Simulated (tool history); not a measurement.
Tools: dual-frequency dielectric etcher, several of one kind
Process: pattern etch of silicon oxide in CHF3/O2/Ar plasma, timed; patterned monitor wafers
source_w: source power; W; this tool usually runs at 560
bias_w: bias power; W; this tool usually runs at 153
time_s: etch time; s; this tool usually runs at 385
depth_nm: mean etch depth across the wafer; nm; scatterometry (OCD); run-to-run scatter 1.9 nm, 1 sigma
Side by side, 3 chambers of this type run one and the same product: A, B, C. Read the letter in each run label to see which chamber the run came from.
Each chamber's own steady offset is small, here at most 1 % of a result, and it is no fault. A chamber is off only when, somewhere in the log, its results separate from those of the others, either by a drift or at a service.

run	hour	source_w	bias_w	time_s	read-back reference wafer on the same gauge, depth_nm	depth_nm
1C	4.6	560	153	385	567.83	706.79
2A	11.9	560	153	385	568.03	705.95
3B	17.0	560	153	385	568.07	703.87
4C	25.8	560	153	385	567.67	704.94
5A	34.7	560	153	385	567.96	701.31
6B	44.8	560	153	385	567.96	705.14
# hour 46.8: chamber B: wet clean of the chamber
7C	53.0	560	153	385	567.86	708.10
8A	60.0	560	153	385	568.14	701.21
9B	67.8	560	153	385	568.14	704.12
10B	72.8	560	153	385	568.17	703.21
11A	78.1	560	153	385	567.88	704.96
12C	86.3	610	153	321	568.08	607.64
13B	93.5	610	153	321	567.79	606.58
14C	100.5	610	153	321	568.13	610.32
15A	108.9	560	153	385	567.57	708.99
16C	113.8	560	153	385	568.00	705.77
17A	122.3	560	153	385	568.12	711.92
18B	130.0	560	153	385	568.04	705.32
19B	136.4	560	153	385	568.22	705.54
20C	142.7	560	153	385	568.16	707.87
21A	151.9	560	153	385	567.91	712.54
22C	162.4	560	153	385	568.12	708.34
# hour 166.1: chamber A: bias power generator calibrated
23A	172.7	660	116	385	568.22	693.12
24B	180.6	660	116	385	568.49	687.64
25A	189.8	660	116	385	568.68	694.51
26B	198.9	560	153	385	567.89	705.29
27C	204.6	560	153	385	568.30	703.82
28C	213.2	560	153	385	567.78	707.18
29B	223.1	610	153	282	567.54	533.37
30A	231.8	610	153	282	567.94	539.81
31A	237.9	610	153	282	568.43	541.53
32C	244.2	560	153	385	568.03	709.79
33B	251.6	560	153	385	568.30	705.46
34A	260.3	560	153	385	568.13	716.43
35B	266.7	560	153	385	568.38	704.85

For the next run the whole fleet of 3 chambers uses the same settings. Give each chamber's results:
36A	274.4	560	153	385		?
36B	274.4	560	153	385		?
36C	274.4	560	153	385		?

run	depth_nm
36A	719.60
36B	703.37
36C	708.99
